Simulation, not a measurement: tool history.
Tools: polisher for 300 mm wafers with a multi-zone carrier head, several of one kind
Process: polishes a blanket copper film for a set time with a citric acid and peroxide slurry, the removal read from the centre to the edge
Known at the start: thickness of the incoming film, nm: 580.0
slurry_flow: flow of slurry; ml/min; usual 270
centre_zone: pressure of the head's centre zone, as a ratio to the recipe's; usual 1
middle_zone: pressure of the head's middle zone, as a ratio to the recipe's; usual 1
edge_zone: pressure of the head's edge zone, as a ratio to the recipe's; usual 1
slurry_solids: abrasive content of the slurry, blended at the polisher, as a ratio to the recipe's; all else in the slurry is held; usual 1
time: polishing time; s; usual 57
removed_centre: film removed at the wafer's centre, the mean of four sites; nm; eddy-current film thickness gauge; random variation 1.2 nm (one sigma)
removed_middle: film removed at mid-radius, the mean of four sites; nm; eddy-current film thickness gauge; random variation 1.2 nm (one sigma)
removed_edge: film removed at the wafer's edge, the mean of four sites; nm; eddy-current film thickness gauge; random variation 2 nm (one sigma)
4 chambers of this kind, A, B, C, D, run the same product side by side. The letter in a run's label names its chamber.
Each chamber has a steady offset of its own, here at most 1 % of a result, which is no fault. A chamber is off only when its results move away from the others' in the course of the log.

run	hour	slurry_flow	centre_zone	middle_zone	edge_zone	slurry_solids	time	wafers polished on this pad	hours since the slurry nozzle was cleaned	hours since the centre zone pressure was calibrated	hours since the edge zone pressure was calibrated	removed_centre	removed_middle	removed_edge
# hour 4.5: chamber C: worn pad replaced by a new one
1C	10.9	270	1	1	1	1	57	68	307.2	370.2	520.7	185.96	184.23	181.71
2D	21.4	270	1	1	1	1	57	870	159.9	823.4	389.3	181.52	181.05	183.35
# hour 28.1: chamber D: worn pad replaced by a new one
3A	33.7	270	1	1	1	1	57	822	177.2	388.2	248.6	183.76	185.32	185.36
4B	44.9	270	1	1	1	1	57	1072	201.6	351.5	983.5	185.24	182.07	181.61
# hour 52.4: chamber B: worn pad replaced by a new one
5C	57.3	270	1	1	1	1	57	561	353.6	416.6	567.1	185.57	183.56	182.65
6A	64.8	270	1	1	1	1	57	1152	208.3	419.3	279.7	185.57	182.68	183.79
# hour 68.6: chamber C: worn pad replaced by a new one
7D	76.2	270	1	1	1	1	57	511	214.7	878.2	444.1	181.67	183.13	181.52
8B	86.4	345	1	0.9	1	1	57	361	243.1	393	1025	190.91	169.42	193.18
9C	96.1	345	1	0.9	1	1	57	292	392.4	455.4	605.9	189.37	170.22	188.1
10A	103.9	345	1	0.9	1	1	57	1567	247.4	458.4	318.8	185.61	169.17	186.2
# hour 114.6: chamber C: edge zone pressure recalibrated
# hour 115.1: chamber D: worn pad replaced by a new one
11D	115.7	345	1	0.9	1	1	57	6	254.2	917.7	483.6	188.65	170.64	187.76
12B	123.7	270	1	1	1	1	57	757	280.4	430.3	1062.3	184.58	183.15	184.48
# hour 133.9: chamber C: worn pad replaced by a new one
13D	135.9	270	1	1	1	1	57	221	274.4	937.9	503.8	183.05	181.29	186.42
# hour 147.2: chamber B: worn pad replaced by a new one
14A	148.6	270	1	1	1	1	57	2042	292.1	503.1	363.5	183.47	181.26	180.29
15C	161.4	270	1	1	1	1	57	292	457.7	520.7	46.9	183.27	183.83	185.06
16B	172.5	270	1	1	1	1	57	268	329.2	479.1	1111.1	186.71	181.83	185.12
# hour 174: chamber C: slurry nozzle cleaned
17C	178	270	1	1	1	1	57	468	4.1	537.3	63.5	182.73	184.34	183.84
# hour 190.2: chamber D: worn pad replaced by a new one
18D	190.7	270	1	1	1	1	57	5	329.2	992.7	558.6	186.48	180.57	178.22
# hour 193.4: chamber C: worn pad replaced by a new one
19B	202.9	270	1	1	0.91	1	57	591	359.6	509.5	1141.5	184.84	182.92	174
# hour 205.5: chamber D: centre zone pressure recalibrated
20A	211.3	270	1	1	0.91	1	57	2708	354.8	565.8	426.2	181.15	178.21	171.92
21C	219.5	270	1	1	0.91	1	57	277	45.6	578.8	105	181.88	183.93	176.22
22B	226.7	270	1	1	0.91	1	57	844	383.4	533.3	1165.3	185.14	182.13	178.16
23D	233.2	270	1	1	1	1	57	456	371.7	27.7	601.1	182.56	181.66	179.12
# hour 240.1: chamber B: worn pad replaced by a new one
24A	245	270	1	1	1	1	57	3066	388.5	599.5	459.9	178.68	178.09	181.55
# hour 249.5: chamber C: worn pad replaced by a new one
25A	257.1	270	1	1	1	1	57	3194	400.6	611.6	472	178.94	176.33	178.17
26C	263.8	270	1	1	1	1	57	152	89.9	623.1	149.3	183.39	183.5	183.16
27B	276	220	1	1	1.04	1	57	382	432.7	582.6	1214.6	180.12	178.38	184.94
# hour 282.1: chamber D: slurry nozzle cleaned
# hour 282.7: chamber D: worn pad replaced by a new one
28D	288.8	220	1	1	1.04	1	57	65	6.7	83.3	656.7	177.77	178.61	184.57
29D	301.1	220	1	1	1.04	1	57	195	19	95.6	669	179.51	179.7	182.28

What goes on in this fleet: one chamber off, a drifting gauge, or nothing beyond the chambers' own small offsets? Name the chamber and the cause, if any.

Chamber A drifts away from the others.
Cause: removal rate lost through wear of the pad, % = 4.46.
The log may not tell that from: slurry flow missing at the pad, %.

Here are 4 candidates for chamber A's next run, each the usual settings with a change, their results left as question marks. Which one brings its results back in line with what the others give on the usual settings?
In line means no further than this from the other chambers' mean on the usual settings: removed_centre 4.3 nm; removed_middle 4.1 nm; removed_edge 7.2 nm
30A-1	310.3	270	1	1	1	1	55					?	?	?
30A-2	310.3	270	1	0.99	1.01	1	62					?	?	?
30A-3	310.3	270	0.99	1	1	1	53					?	?	?
30A-4	310.3	270	1.01	1	1	1	59					?	?	?

The other chambers' mean on the usual settings: removed_centre 184.16 nm; removed_middle 182.86 nm; removed_edge 184.49 nm
run	removed_centre	removed_middle	removed_edge
30A-1	170.96	169.05	170.41
30A-2	192.7	188.82	193.14
30A-3	162.93	162.91	164.21
30A-4	185.41	181.33	182.8
30A-4 brings the chamber back in line.

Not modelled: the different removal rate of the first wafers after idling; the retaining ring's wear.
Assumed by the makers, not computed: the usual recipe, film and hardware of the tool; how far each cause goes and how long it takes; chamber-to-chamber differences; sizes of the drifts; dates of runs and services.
